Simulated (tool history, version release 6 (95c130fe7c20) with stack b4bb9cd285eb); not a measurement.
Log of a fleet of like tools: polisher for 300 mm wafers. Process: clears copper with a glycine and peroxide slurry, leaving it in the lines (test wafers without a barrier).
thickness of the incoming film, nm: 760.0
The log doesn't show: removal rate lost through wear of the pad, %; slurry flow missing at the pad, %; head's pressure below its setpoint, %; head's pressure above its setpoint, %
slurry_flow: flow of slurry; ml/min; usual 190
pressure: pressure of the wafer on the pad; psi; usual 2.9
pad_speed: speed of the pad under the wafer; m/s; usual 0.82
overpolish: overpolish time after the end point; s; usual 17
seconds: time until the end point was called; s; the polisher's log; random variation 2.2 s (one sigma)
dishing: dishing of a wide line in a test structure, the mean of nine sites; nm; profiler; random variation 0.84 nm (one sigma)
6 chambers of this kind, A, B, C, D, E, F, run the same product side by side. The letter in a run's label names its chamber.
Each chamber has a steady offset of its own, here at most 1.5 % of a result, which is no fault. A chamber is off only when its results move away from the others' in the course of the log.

| run | hour | slurry_flow | pressure | pad_speed | overpolish | wafers polished on this pad | hours since the slurry nozzle was cleaned | hours since the head pressure was calibrated | seconds | dishing |
|---|---|---|---|---|---|---|---|---|---|---|
|  | 1.9 | chamber E: head pressure recalibrated |
| 1F | 2.9 | 190 | 2.9 | 0.82 | 17 | 389 | 45.4 | 396 | 132.69 | 64.693 |
| 2C | 6.3 | 190 | 2.9 | 0.82 | 17 | 737 | 331.5 | 490 | 131.25 | 64.187 |
|  | 7.1 | chamber E: worn pad replaced by a new one |
|  | 8 | chamber A: worn pad replaced by a new one |
| 3E | 8.4 | 190 | 2.9 | 0.82 | 17 | 11 | 192.1 | 6.6 | 129.18 | 62.741 |
| 4B | 11.4 | 190 | 2.9 | 0.82 | 17 | 1185 | 112.2 | 740.8 | 130.24 | 64.007 |
|  | 11.7 | chamber B: worn pad replaced by a new one |
| 5A | 16 | 190 | 2.9 | 0.82 | 17 | 70 | 600.5 | 534.1 | 132.13 | 63.951 |
|  | 16.9 | chamber C: slurry nozzle cleaned |
| 6D | 18.4 | 190 | 2.9 | 0.82 | 17 | 1102 | 634.7 | 57.4 | 134.71 | 63.98 |
|  | 21.9 | chamber D: slurry nozzle cleaned |
| 7A | 22.5 | 190 | 2.9 | 0.82 | 17 | 127 | 607 | 540.6 | 131.47 | 64.08 |
| 8C | 25.9 | 190 | 2.9 | 0.82 | 17 | 908 | 9.1 | 509.6 | 133.59 | 64.714 |
| 9F | 29.2 | 190 | 2.9 | 0.82 | 17 | 619 | 71.7 | 422.3 | 130.4 | 64.636 |
| 10B | 33.6 | 190 | 2.9 | 0.82 | 17 | 191 | 134.4 | 763 | 135.77 | 62.795 |
| 11D | 37.7 | 190 | 2.9 | 0.82 | 17 | 1271 | 15.8 | 76.7 | 130.74 | 64.706 |
| 12E | 42.1 | 190 | 2.9 | 0.92 | 17 | 306 | 225.8 | 40.3 | 122.06 | 67.812 |
| 13A | 44.9 | 190 | 2.9 | 0.92 | 17 | 323 | 629.4 | 563 | 120.57 | 69.605 |
| 14C | 48.2 | 190 | 2.9 | 0.92 | 17 | 1103 | 31.4 | 531.9 | 119.1 | 69.08 |
| 15E | 51.3 | 190 | 2.9 | 0.92 | 17 | 386 | 235 | 49.5 | 118.93 | 68.629 |
|  | 53.3 | chamber D: worn pad replaced by a new one |
| 16B | 55.9 | 190 | 2.9 | 0.92 | 17 | 386 | 156.7 | 785.3 | 122.1 | 71.821 |
|  | 56.8 | chamber C: worn pad replaced by a new one |
| 17D | 58 | 190 | 2.9 | 0.92 | 17 | 41 | 36.1 | 97 | 120.53 | 67.33 |
| 18F | 60.6 | 190 | 2.3 | 0.82 | 17 | 893 | 103.1 | 453.7 | 160.46 | 55.139 |
|  | 60.8 | chamber F: worn pad replaced by a new one |
| 19D | 64.1 | 190 | 2.3 | 0.82 | 17 | 94 | 42.2 | 103.1 | 156.48 | 55.164 |
| 20A | 68.2 | 190 | 2.3 | 0.82 | 17 | 527 | 652.7 | 586.3 | 161.06 | 54.093 |
| 21F | 72.6 | 190 | 2.3 | 0.82 | 17 | 103 | 115.1 | 465.7 | 155.33 | 55.437 |
| 22B | 76.1 | 190 | 2.3 | 0.82 | 17 | 563 | 176.9 | 805.5 | 155.73 | 54.435 |
| 23C | 79.4 | 190 | 2.3 | 0.82 | 17 | 198 | 62.6 | 563.1 | 158.53 | 55.146 |
| 24E | 82.3 | 190 | 2.9 | 0.82 | 17 | 658 | 266 | 80.5 | 130.77 | 64.376 |
| 25A | 85.8 | 190 | 2.9 | 0.82 | 17 | 680 | 670.3 | 603.9 | 127.1 | 63.084 |
| 26F | 88.2 | 190 | 2.9 | 0.82 | 17 | 239 | 130.7 | 481.3 | 129.12 | 63.964 |
| 27D | 91.4 | 190 | 2.9 | 0.82 | 17 | 333 | 69.5 | 130.4 | 134.55 | 65.526 |
|  | 91.9 | chamber A: slurry nozzle cleaned |
| 28B | 95.2 | 190 | 2.9 | 0.82 | 17 | 730 | 196 | 824.6 | 138.09 | 64.873 |
| 29C | 97.5 | 190 | 2.9 | 0.82 | 17 | 356 | 80.7 | 581.2 | 133.24 | 62.248 |
| 30E | 101.5 | 190 | 2.9 | 0.82 | 17 | 825 | 285.2 | 99.7 | 138.07 | 64.418 |
|  | 104.1 | chamber B: head pressure recalibrated |
| 31D | 105.9 | 190 | 2.9 | 0.82 | 17 | 459 | 84 | 144.9 | 132.73 | 64.2 |
|  | 108.5 | chamber A: worn pad replaced by a new one |
| 32A | 109.1 | 190 | 2.9 | 0.82 | 17 | 5 | 17.2 | 627.2 | 132.08 | 64.049 |
| 33F | 111.9 | 190 | 2.9 | 0.82 | 17 | 447 | 154.4 | 505 | 128.22 | 64.607 |
|  | 113.4 | chamber B: slurry nozzle cleaned |
| 34B | 115 | 190 | 2.9 | 0.82 | 10 | 903 | 1.6 | 10.9 | 132.82 | 42.275 |
| 35C | 117.5 | 190 | 2.9 | 0.82 | 10 | 531 | 100.7 | 601.2 | 131.01 | 40.117 |
| 36E | 119.9 | 190 | 2.9 | 0.82 | 10 | 986 | 303.6 | 118.1 | 132.29 | 39.718 |

All 6 chambers run these settings next. Forecast each chamber's results:
| 37A | 123.2 | 135 | 2.9 | 0.82 | 17 |  |  |  | ? | ? |
| 37B | 123.2 | 135 | 2.9 | 0.82 | 17 |  |  |  | ? | ? |
| 37C | 123.2 | 135 | 2.9 | 0.82 | 17 |  |  |  | ? | ? |
| 37D | 123.2 | 135 | 2.9 | 0.82 | 17 |  |  |  | ? | ? |
| 37E | 123.2 | 135 | 2.9 | 0.82 | 17 |  |  |  | ? | ? |
| 37F | 123.2 | 135 | 2.9 | 0.82 | 17 |  |  |  | ? | ? |

| run | seconds | dishing |
|---|---|---|
| 37A | 142.91 | 61.526 |
| 37B | 143 | 61.384 |
| 37C | 144.55 | 61.17 |
| 37D | 140.02 | 61.576 |
| 37E | 139.98 | 61.96 |
| 37F | 138.24 | 61.429 |

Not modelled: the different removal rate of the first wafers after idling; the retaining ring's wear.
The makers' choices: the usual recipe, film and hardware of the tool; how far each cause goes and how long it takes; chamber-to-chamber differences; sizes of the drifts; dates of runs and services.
